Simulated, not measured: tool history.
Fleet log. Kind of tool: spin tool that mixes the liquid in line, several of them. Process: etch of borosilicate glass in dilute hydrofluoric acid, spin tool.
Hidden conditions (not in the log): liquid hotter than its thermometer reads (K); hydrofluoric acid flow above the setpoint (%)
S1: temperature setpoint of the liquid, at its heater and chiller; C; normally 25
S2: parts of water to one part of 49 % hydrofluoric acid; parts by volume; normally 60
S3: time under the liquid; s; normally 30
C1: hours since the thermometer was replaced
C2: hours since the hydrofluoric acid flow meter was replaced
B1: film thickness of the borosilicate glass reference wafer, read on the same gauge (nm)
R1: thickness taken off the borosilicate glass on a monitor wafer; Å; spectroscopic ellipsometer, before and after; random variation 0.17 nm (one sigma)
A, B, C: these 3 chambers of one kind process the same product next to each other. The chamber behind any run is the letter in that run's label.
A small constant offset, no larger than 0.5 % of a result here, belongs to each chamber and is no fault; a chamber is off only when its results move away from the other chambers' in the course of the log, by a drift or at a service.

run	hour	S1	S2	S3	C1	C2	B1	R1
1A	7.3	25	60	30	519.6	1206.9	50.017	194.75
2C	17.4	25	60	30	129	243.7	49.96	193.99
3B	24.6	25	60	30	1389.8	306.5	49.976	195.26
4A	31.4	25	60	30	543.7	1231	50.026	192.64
5C	45	25	60	30	156.6	271.3	50.043	194.85
6B	51.7	25	60	30	1416.9	333.6	49.962	193.43
7C	60.6	25	60	30	172.2	286.9	50.013	193.73
8A	69.8	25	60	30	582.1	1269.4	50.013	198.2
9B	79	25	60	30	1444.2	360.9	49.961	195.6
10A	87.7	25	60	30	600	1287.3	49.986	194.82
# hour 93.4: chamber A: hydrofluoric acid flow meter replaced
11B	96.6	25	60	30	1461.8	378.5	50.038	197.61
12C	103.1	25	60	30	214.7	329.4	50.024	196.82
13A	117.1	25	60	45	629.4	23.7	49.963	294.14
14C	124.6	25	60	45	236.2	350.9	49.988	289.6
15B	134.8	25	60	45	1500	416.7	49.982	290.65
16A	146.5	25	60	30	658.8	53.1	49.991	192.44
17C	159.7	22	60	30	271.3	386	49.997	171.38
18B	169.6	22	60	30	1534.8	451.5	50.004	172.51
19B	182.7	22	60	30	1547.9	464.6	50.026	171.84
20A	194.8	25	60	30	707.1	101.4	49.99	193.44
21C	208.4	25	60	30	320	434.7	50.002	194.64
# hour 213.9: chamber A: thermometer replaced
22B	216.9	27.5	60	30	1582.1	498.8	49.997	216.58
23A	223.8	27.5	60	30	10	130.4	50.004	214.04
24C	237.4	27.5	60	30	349	463.7	50.022	217.03
25B	248.1	25	60	30	1613.3	530	49.987	194.12
26A	256.6	25	60	30	42.8	163.2	49.99	194.12
27C	266.7	25	60	30	378.3	493	49.961	193.39
28C	274	25	60	30	385.6	500.3	49.966	195
29B	281.3	25	60	30	1646.5	563.2	49.998	192.53
30A	291.1	25	60	45	77.3	197.7	50.035	288.95
31C	299	25	60	45	410.6	525.3	50.011	294.53
32A	311.6	25	60	45	97.8	218.2	50.007	289.68

Does one chamber stand apart from the rest, does the shared gauge drift, or is all well apart from small per-chamber offsets? Give the chamber and the most likely cause, where there is one.

The fleet is healthy, with each chamber sitting at its usual small offset and no drift in the gauge.
